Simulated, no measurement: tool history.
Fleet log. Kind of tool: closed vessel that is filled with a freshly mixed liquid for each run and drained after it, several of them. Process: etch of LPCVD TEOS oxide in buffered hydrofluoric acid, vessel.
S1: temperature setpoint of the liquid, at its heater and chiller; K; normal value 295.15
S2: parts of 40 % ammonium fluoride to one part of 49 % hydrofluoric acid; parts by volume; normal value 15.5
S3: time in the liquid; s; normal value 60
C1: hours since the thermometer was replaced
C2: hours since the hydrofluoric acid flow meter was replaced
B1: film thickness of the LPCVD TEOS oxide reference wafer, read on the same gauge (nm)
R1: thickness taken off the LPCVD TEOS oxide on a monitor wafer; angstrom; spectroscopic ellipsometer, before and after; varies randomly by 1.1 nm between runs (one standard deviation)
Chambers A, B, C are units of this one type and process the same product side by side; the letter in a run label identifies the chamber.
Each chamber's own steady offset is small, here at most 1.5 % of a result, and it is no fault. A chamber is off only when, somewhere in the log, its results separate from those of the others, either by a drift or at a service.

run   hour      S1    S2  S3      C1     C2      B1      R1
 1C    4.6  295.15  15.5  60  1731.1  590.5  119.99  1886.4
 2B   12.4  295.15  15.5  60   937.9  797.1     120  1888.9
 3A   19.3  295.15  15.5  60  1116.3  242.8     120  1853.7
 4C   23.7  295.15  15.5  60  1750.2  609.6  120.01  1866.2
 5A   29.1  295.15  15.5  60  1126.1  252.6  119.99  1860.9
 6B   36.5  295.15  15.5  60     962  821.2  119.98  1892.2
 7A   40.3  295.15  15.5  80  1137.3  263.8  119.95  2504.8
 8C   46.6  295.15  15.5  80  1773.1  632.5     120  2521.4
 9B     52  295.15  15.5  80   977.5  836.7  120.03  2466.8
10A   58.8  300.15  15.5  40  1155.8  282.3  119.96  1600.1
11B   62.9  300.15  15.5  40   988.4  847.6  119.99  1662.4
12C   66.4  300.15  15.5  40  1792.9  652.3     120  1652.6
13A   70.8  297.65    18  60  1167.8  294.3  119.98  1819.3
14C   75.3  297.65    18  60  1801.8  661.2     120  1862.4
15B   81.9  297.65    18  60  1007.4  866.6  120.02  1859.8
16C   87.5  295.15  15.5  60    1814  673.4  120.01  1874.4
17B   91.2  295.15  15.5  60  1016.7  875.9     120    1853
18A   96.5  295.15    19  60  1193.5    320  120.03  1484.9
19A    103  295.15    19  60    1200  326.5  120.01  1470.6
20C  108.1  295.15    19  60  1834.6    694     120  1548.7
21B  112.8  295.15  15.5  60  1038.3  897.5  120.02  1888.6
22A  118.4  295.15  15.5  60  1215.4  341.9  119.98  1773.6
23B  124.5  295.15  15.5  60    1050  909.2  119.99  1868.7
24C  132.3  295.15  15.5  60  1858.8  718.2  120.01  1891.1
25C    138  295.15  15.5  60  1864.5  723.9  119.96  1880.6

Decide between three cases: one chamber stands off from its peers, the gauge reading all wafers drifts, or nothing is wrong past each chamber's small offset. Where a chamber is off, say which and what most likely put it there.

Chamber A drifts away from the others.
Likeliest cause: hydrofluoric acid flow below the setpoint (%) = 5.17.
The log may not tell that from: liquid colder than its thermometer reads (K).

Which of the 4 candidates below, each the usual settings with something changed and its results left as question marks, puts chamber A back in line with what the other chambers give on the usual settings?
Maximum distance from the other chambers' mean on the usual settings for a result to count as in line: R1 39 angstrom
26A-1  143.9  294.65    16  60               ?
26A-2  143.9  295.15    17  60               ?
26A-3  143.9  295.15  14.5  60               ?
26A-4  143.9  295.65  15.5  65               ?

The other chambers' mean on the usual settings: R1 1877.7 angstrom
  run      R1
26A-1  1671.7
26A-2  1619.1
26A-3  1893.4
26A-4  1973.8
26A-3 brings the chamber back in line.
